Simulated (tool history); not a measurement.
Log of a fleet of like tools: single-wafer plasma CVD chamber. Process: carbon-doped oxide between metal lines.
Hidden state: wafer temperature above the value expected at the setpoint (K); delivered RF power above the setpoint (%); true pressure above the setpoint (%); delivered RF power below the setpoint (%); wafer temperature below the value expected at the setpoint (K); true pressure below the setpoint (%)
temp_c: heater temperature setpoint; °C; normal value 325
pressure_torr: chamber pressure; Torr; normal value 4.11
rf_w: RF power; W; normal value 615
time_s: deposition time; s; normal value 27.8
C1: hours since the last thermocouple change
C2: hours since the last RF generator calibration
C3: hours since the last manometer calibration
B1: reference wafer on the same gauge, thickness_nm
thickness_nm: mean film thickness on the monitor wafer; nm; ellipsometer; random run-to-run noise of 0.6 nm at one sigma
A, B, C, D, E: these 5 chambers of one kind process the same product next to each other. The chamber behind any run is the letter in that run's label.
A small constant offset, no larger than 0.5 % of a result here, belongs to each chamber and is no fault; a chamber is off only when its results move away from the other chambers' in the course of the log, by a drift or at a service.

Run 1E, day 0.212: usual settings; C1 1201.2; C2 1384; C3 466; B1 169.83. Result: thickness_nm 171.49 nm.
Run 2B, day 0.358: usual settings; C1 175.6; C2 172.9; C3 1142.4; B1 169.98. Result: thickness_nm 170.96 nm.
Run 3C, day 0.521: usual settings; C1 252.1; C2 808.7; C3 102.8; B1 169.8. Result: thickness_nm 169.21 nm.
Run 4D, day 0.675: usual settings; C1 689.2; C2 742.7; C3 768.7; B1 169.86. Result: thickness_nm 169.93 nm.
Run 5A, day 0.783: usual settings; C1 1011.3; C2 548.3; C3 1116.7; B1 169.98. Result: thickness_nm 170.72 nm.
Run 6E, day 0.921: usual settings; C1 1218.2; C2 1401; C3 483; B1 170.08. Result: thickness_nm 170.86 nm.
Run 7C, day 1.038: usual settings; C1 264.5; C2 821.1; C3 115.2; B1 169.94. Result: thickness_nm 170.67 nm.
Run 8B, day 1.258: usual settings; C1 197.2; C2 194.5; C3 1164; B1 169.97. Result: thickness_nm 170.55 nm.
Run 9A, day 1.383: usual settings; C1 1025.7; C2 562.7; C3 1131.1; B1 169.98. Result: thickness_nm 170.57 nm.
Run 10D, day 1.517: usual settings; C1 709.4; C2 762.9; C3 788.9; B1 170.01. Result: thickness_nm 170.83 nm.
Run 11B, day 1.675: usual settings; C1 207.2; C2 204.5; C3 1174; B1 170.08. Result: thickness_nm 171.12 nm.
Run 12E, day 1.854: usual settings; C1 1240.6; C2 1423.4; C3 505.4; B1 170.02. Result: thickness_nm 170.41 nm.
Run 13A, day 1.988: usual settings but pressure_torr 3.27 Torr; C1 1040.2; C2 577.2; C3 1145.6; B1 170.11. Result: thickness_nm 164.74 nm.
Run 14C, day 2.192: usual settings but pressure_torr 3.27 Torr; C1 292.2; C2 848.8; C3 142.9; B1 169.99. Result: thickness_nm 163.56 nm.
Run 15D, day 2.362: usual settings but pressure_torr 3.27 Torr; C1 729.7; C2 783.2; C3 809.2; B1 169.94. Result: thickness_nm 166.67 nm.
Run 16B, day 2.488: usual settings but pressure_torr 3.27 Torr; C1 226.7; C2 224; C3 1193.5; B1 169.99. Result: thickness_nm 166.96 nm.
Run 17C, day 2.7: usual settings but pressure_torr 3.27 Torr; C1 304.4; C2 861; C3 155.1; B1 169.85. Result: thickness_nm 162.71 nm.
Run 18A, day 2.879: usual settings; C1 1061.6; C2 598.6; C3 1167; B1 169.99. Result: thickness_nm 169.68 nm.
Run 19D, day 3.025: usual settings; C1 745.6; C2 799.1; C3 825.1; B1 170. Result: thickness_nm 169.39 nm.
Run 20E, day 3.208: usual settings; C1 1273.1; C2 1455.9; C3 537.9; B1 170.03. Result: thickness_nm 170.98 nm.
Run 21E, day 3.417: usual settings; C1 1278.1; C2 1460.9; C3 542.9; B1 169.94. Result: thickness_nm 171.6 nm.
Run 22A, day 3.617: usual settings; C1 1079.3; C2 616.3; C3 1184.7; B1 170.01. Result: thickness_nm 170.4 nm.
Run 23D, day 3.75: usual settings; C1 763; C2 816.5; C3 842.5; B1 170.03. Result: thickness_nm 169.56 nm.
Run 24C, day 3.967: usual settings; C1 334.8; C2 891.4; C3 185.5; B1 170. Result: thickness_nm 165.9 nm.
Run 25B, day 4.062: usual settings; C1 264.5; C2 261.8; C3 1231.3; B1 170.09. Result: thickness_nm 170.3 nm.
Run 26C, day 4.254: usual settings; C1 341.7; C2 898.3; C3 192.4; B1 170.12. Result: thickness_nm 165.02 nm.
Run 27E, day 4.442: usual settings; C1 1302.7; C2 1485.5; C3 567.5; B1 170.13. Result: thickness_nm 170.88 nm.
Run 28D, day 4.562: usual settings; C1 782.5; C2 836; C3 862; B1 169.86. Result: thickness_nm 170.2 nm.
Run 29A, day 4.712: usual settings; C1 1105.6; C2 642.6; C3 1211; B1 169.93. Result: thickness_nm 171.18 nm.
Run 30B, day 4.9: usual settings; C1 284.6; C2 281.9; C3 1251.4; B1 169.97. Result: thickness_nm 171.16 nm.
Run 31E, day 5.004: usual settings; C1 1316.2; C2 1499; C3 581; B1 170.01. Result: thickness_nm 171.14 nm.
Run 32A, day 5.167: usual settings; C1 1116.5; C2 653.5; C3 1221.9; B1 169.92. Result: thickness_nm 170.7 nm.

One chamber off, gauge drift, or nothing amiss beyond the chambers' own small offsets? If it is a chamber, which one, and what is the likeliest cause?

One chamber, C, drifts off from the rest bit by bit.
Cause: delivered RF power below the setpoint (%) = 6.53.

Which of the 4 candidates below, each the usual settings with something changed and its results left as question marks, puts chamber C back in line with what the other chambers give on the usual settings?
Maximum distance from the other chambers' mean on the usual settings for a result to count as in line: thickness_nm 2.1 nm
Run 33C-1, day 5.325: usual settings but pressure_torr 4.1 Torr, rf_w 610 W, time_s 27.4 s. Result: thickness_nm ?.
Run 33C-2, day 5.325: usual settings but pressure_torr 4.12 Torr, rf_w 620 W, time_s 28.2 s. Result: thickness_nm ?.
Run 33C-3, day 5.325: usual settings but time_s 26.6 s. Result: thickness_nm ?.
Run 33C-4, day 5.325: usual settings but pressure_torr 4.14 Torr, rf_w 625 W, time_s 28.6 s. Result: thickness_nm ?.

The other chambers' mean on the usual settings: thickness_nm 170.52 nm
  run  thickness_nm
33C-1        160.42
33C-2        166.83
33C-3        156.66
33C-4        170.12
The answer is 33C-4, which returns the chamber to within the allowed miss of the others.

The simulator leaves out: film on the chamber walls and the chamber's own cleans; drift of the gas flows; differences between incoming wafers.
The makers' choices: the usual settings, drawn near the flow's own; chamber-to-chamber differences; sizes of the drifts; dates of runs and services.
